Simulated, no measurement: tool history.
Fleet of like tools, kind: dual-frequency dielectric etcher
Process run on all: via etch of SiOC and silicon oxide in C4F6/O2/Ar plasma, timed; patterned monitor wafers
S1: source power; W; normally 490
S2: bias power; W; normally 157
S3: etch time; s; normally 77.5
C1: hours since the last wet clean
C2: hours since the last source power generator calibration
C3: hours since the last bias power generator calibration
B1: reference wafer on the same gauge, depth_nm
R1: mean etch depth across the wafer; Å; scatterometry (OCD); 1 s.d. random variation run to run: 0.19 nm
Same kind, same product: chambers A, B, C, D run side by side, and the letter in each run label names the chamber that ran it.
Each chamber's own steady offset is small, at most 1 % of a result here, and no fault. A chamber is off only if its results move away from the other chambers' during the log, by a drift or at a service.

run	day	S1	S2	S3	C1	C2	C3	B1	R1
1D	0.4	490	157	77.5	152.3	809.1	1705	102.25	915.11
2C	0.946	490	157	77.5	551.3	1071.9	1429.7	102.33	900.42
# day 1.208: chamber B: wet clean of the chamber
3A	1.533	490	157	77.5	52.3	662.4	3632.6	102.3	913.89
4B	1.833	490	157	77.5	15	3201.9	3389.4	102.33	903.29
5A	2.25	490	157	77.5	69.5	679.6	3649.8	102.27	912.23
6B	2.733	490	157	77.5	36.6	3223.5	3411	102.34	906.08
# day 3.317: chamber C: wet clean of the chamber
7C	3.362	490	157	77.5	1.1	1129.9	1487.7	102.34	899.11
8D	3.775	490	157	77.5	233.3	890.1	1786	102.27	908.92
9C	4.083	570	157	77.5	18.4	1147.2	1505	102.26	952.98
10D	4.725	570	157	77.5	256.1	912.9	1808.8	102.25	967.47
11B	5.112	570	157	77.5	93.7	3280.6	3468.1	102.27	956.25
12A	5.558	570	157	77.5	148.9	759	3729.2	102.3	963.04
13B	6.021	490	157	77.5	115.5	3302.4	3489.9	102.3	904.72
14D	6.375	490	157	77.5	295.7	952.5	1848.4	102.31	913.11
15A	6.879	490	157	77.5	180.6	790.7	3760.9	102.26	911.98
16C	7.496	490	157	77.5	100.3	1229.1	1586.9	102.28	899.97
17D	7.929	490	157	77.5	333	989.8	1885.7	102.31	913.71
18A	8.571	490	157	77.5	221.2	831.3	3801.5	102.33	911.98
19B	8.875	490	157	77.5	184	3370.9	3558.4	102.27	901.55
20C	9.192	490	157	77.5	141	1269.8	1627.6	102.32	899.48
21D	9.588	490	157	77.5	372.8	1029.6	1925.5	102.25	912.4
22C	9.929	490	157	77.5	158.7	1287.5	1645.3	102.31	902
23A	10.312	490	157	77.5	263	873.1	3843.3	102.37	912.59
24B	10.65	490	157	77.5	226.6	3413.5	3601	102.31	895.08
25D	11.221	490	157	77.5	412	1068.8	1964.7	102.29	914.42
26A	11.679	490	157	77.5	295.8	905.9	3876.1	102.37	910.91
27B	12.133	490	157	77.5	262.2	3449.1	3636.6	102.29	890.23
28C	12.554	490	157	77.5	221.7	1350.5	1708.3	102.29	903.68
29D	12.933	490	157	77.5	453.1	1109.9	2005.8	102.3	913.83
30A	13.458	490	157	77.5	338.5	948.6	3918.8	102.31	910
31B	13.762	490	157	77.5	301.3	3488.2	3675.7	102.28	893.68
32C	14.35	490	157	77.5	264.8	1393.6	1751.4	102.3	901.41
33D	14.696	490	157	77.5	495.4	1152.2	2048.1	102.28	913.69
34C	15.312	490	157	77.5	287.9	1416.7	1774.5	102.35	900.09
35A	15.767	490	157	77.5	393.9	1004	3974.2	102.3	912.03
36B	16.242	490	157	77.5	360.8	3547.7	3735.2	102.32	887.58

One chamber off, gauge drift, or nothing amiss beyond the chambers' own small offsets? If it is a chamber, which one, and what is the likeliest cause?

Little by little, chamber B moves away from the other chambers.
Likeliest cause: bias power that arrives under what is set, % = 5.02.
Not necessarily distinguishable in this log from: etch rate under this chamber's usual, %; source power that arrives under what is set, %.

Here are 4 candidates for chamber B's next run, each the usual settings with a change, their results left as question marks. Which one brings its results back in line with what the others give on the usual settings?
In line here means within this much of the mean the other chambers give on the usual settings: R1 7.3 Å
37B-1	16.708	490	157	76					?
37B-2	16.708	490	161	77.5					?
37B-3	16.708	490	157	77					?
37B-4	16.708	490	158	79					?

Other chambers, usual settings, mean: R1 908.68 Å
run	R1
37B-1	871.82
37B-2	895.97
37B-3	883.29
37B-4	908.01
It is 37B-4 that realigns the chamber with its peers.

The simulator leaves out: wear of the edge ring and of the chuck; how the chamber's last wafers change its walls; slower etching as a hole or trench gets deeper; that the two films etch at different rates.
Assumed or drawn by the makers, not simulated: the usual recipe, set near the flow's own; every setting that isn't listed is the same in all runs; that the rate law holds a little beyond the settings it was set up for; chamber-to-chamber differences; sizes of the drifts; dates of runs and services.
